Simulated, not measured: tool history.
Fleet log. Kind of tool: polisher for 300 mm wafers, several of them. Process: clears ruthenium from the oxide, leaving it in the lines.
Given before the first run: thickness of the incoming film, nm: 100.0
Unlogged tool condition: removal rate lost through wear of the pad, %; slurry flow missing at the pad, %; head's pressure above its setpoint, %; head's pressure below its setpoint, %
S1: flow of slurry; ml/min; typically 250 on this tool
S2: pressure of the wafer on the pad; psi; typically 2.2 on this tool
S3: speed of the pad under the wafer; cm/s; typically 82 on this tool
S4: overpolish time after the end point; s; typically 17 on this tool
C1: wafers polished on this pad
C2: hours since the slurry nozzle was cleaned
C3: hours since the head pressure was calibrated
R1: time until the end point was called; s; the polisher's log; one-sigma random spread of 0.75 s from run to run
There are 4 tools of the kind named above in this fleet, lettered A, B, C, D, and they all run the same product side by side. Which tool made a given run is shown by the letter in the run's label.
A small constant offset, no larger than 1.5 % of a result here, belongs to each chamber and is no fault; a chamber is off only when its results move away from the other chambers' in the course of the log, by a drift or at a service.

Run 1B, day 0.333: usual settings; C1 726; C2 239.7; C3 478.6. Result: R1 86.078 s.
Run 2D, day 0.738: usual settings; C1 216; C2 320.7; C3 206.4. Result: R1 83.961 s.
Run 3A, day 1.025: usual settings; C1 859; C2 80.2; C3 799.6. Result: R1 85.683 s.
Run 4C, day 1.504: usual settings; C1 1088; C2 76.9; C3 753. Result: R1 83.53 s.
Run 5C, day 1.983: usual settings; C1 1149; C2 88.4; C3 764.5. Result: R1 85.18 s.
At day 2.008: chamber B: worn pad replaced by a new one.
Run 6B, day 2.454: usual settings but S2 2.6 psi, S3 100 cm/s; C1 57; C2 290.6; C3 529.5. Result: R1 57.78 s.
At day 2.6: chamber A: worn pad replaced by a new one.
At day 2.758: chamber C: worn pad replaced by a new one.
Run 7A, day 2.825: usual settings but S2 2.6 psi, S3 100 cm/s; C1 29; C2 123.4; C3 842.8. Result: R1 58.79 s.
Run 8D, day 3.212: usual settings but S2 2.6 psi, S3 100 cm/s; C1 532; C2 380.1; C3 265.8. Result: R1 59.473 s.
Run 9C, day 3.475: usual settings but S2 2.6 psi, S3 100 cm/s; C1 91; C2 124.2; C3 800.3. Result: R1 59.041 s.
Run 10A, day 3.7: usual settings but S1 215 ml/min; C1 140; C2 144.4; C3 863.8. Result: R1 85.356 s.
At day 3.842: chamber D: worn pad replaced by a new one.
Run 11B, day 4.162: usual settings but S1 215 ml/min; C1 275; C2 331.6; C3 570.5. Result: R1 86.898 s.
Run 12D, day 4.525: usual settings but S1 215 ml/min; C1 87; C2 411.6; C3 297.3. Result: R1 86.561 s.
Run 13D, day 4.983: usual settings but S1 215 ml/min; C1 146; C2 422.6; C3 308.3. Result: R1 86.929 s.
Run 14C, day 5.217: usual settings but S3 58 cm/s; C1 313; C2 166; C3 842.1. Result: R1 124.97 s.
Run 15B, day 5.608: usual settings but S3 58 cm/s; C1 459; C2 366.3; C3 605.2. Result: R1 120.61 s.
Run 16A, day 5.842: usual settings but S3 58 cm/s; C1 413; C2 195.8; C3 915.2. Result: R1 118.36 s.
Run 17A, day 6.317: usual settings but S3 58 cm/s; C1 474; C2 207.2; C3 926.6. Result: R1 118.55 s.
Run 18D, day 6.567: usual settings; C1 348; C2 460.6; C3 346.3. Result: R1 86.025 s.
Run 19C, day 6.812: usual settings but S1 170 ml/min, S4 26 s; C1 517; C2 204.3; C3 880.4. Result: R1 92.256 s.
At day 6.858: chamber A: head pressure recalibrated.
Run 20B, day 7.162: usual settings but S1 170 ml/min, S4 26 s; C1 657; C2 403.6; C3 642.5. Result: R1 89.931 s.
Run 21B, day 7.458: usual settings but S1 170 ml/min, S4 26 s; C1 695; C2 410.7; C3 649.6. Result: R1 90.573 s.
At day 7.529: chamber D: slurry nozzle cleaned.
Run 22A, day 7.771: usual settings but S1 170 ml/min, S4 26 s; C1 659; C2 242.1; C3 21.9. Result: R1 90.459 s.
Run 23C, day 8.108: usual settings; C1 682; C2 235.4; C3 911.5. Result: R1 90.164 s.
At day 8.362: chamber D: worn pad replaced by a new one.
Run 24D, day 8.55: usual settings; C1 24; C2 24.5; C3 393.9. Result: R1 84.095 s.
Run 25D, day 8.921: usual settings; C1 71; C2 33.4; C3 402.8. Result: R1 84.679 s.
Run 26A, day 9.3: usual settings; C1 854; C2 278.8; C3 58.6. Result: R1 85.25 s.
At day 9.525: chamber B: worn pad replaced by a new one.
Run 27B, day 9.696: usual settings; C1 22; C2 464.4; C3 703.3. Result: R1 85.062 s.
Run 28C, day 10.025: usual settings; C1 927; C2 281.4; C3 957.5. Result: R1 90.524 s.
Run 29B, day 10.496: usual settings; C1 124; C2 483.6; C3 722.5. Result: R1 84.438 s.
At day 10.662: chamber A: worn pad replaced by a new one.
Run 30C, day 10.808: usual settings; C1 1027; C2 300.2; C3 976.3. Result: R1 92.705 s.
Run 31D, day 11.021: usual settings but S2 2.7 psi; C1 339; C2 83.8; C3 453.2. Result: R1 69.26 s.
Run 32A, day 11.483: usual settings but S2 2.7 psi; C1 104; C2 331.2; C3 111. Result: R1 70.177 s.

Has any chamber moved away from the others, gradually or after a service, or does the common gauge drift, or do the chambers differ only by their own small steady offsets? State the chamber and the most likely cause if one applies.

One chamber, C, drifts off from the rest bit by bit.
What lies behind it: head's pressure below its setpoint, % = 9.12.

Chamber C could run next with any of the 4 candidate recipes listed below; each alters the usual settings, and their results appear as question marks. Which one brings its results back in line with what the other chambers deliver on the usual settings?
Counts as in line when no further than this from what the other chambers average on the usual settings: R1 2.6 s
Run 33C-1, day 11.829: usual settings but S1 375 ml/min. Result: R1 ?.
Run 33C-2, day 11.829: usual settings but S2 2.1 psi. Result: R1 ?.
Run 33C-3, day 11.829: usual settings but S2 2.4 psi. Result: R1 ?.
Run 33C-4, day 11.829: usual settings but S1 245 ml/min, S3 74 cm/s. Result: R1 ?.

What the other chambers average on the usual settings: R1 84.82 s
  run      R1
33C-1  90.614
33C-2  98.437
33C-3  86.063
33C-4  104.48
33C-3 is the one that brings the chamber's results back in line with the other chambers.

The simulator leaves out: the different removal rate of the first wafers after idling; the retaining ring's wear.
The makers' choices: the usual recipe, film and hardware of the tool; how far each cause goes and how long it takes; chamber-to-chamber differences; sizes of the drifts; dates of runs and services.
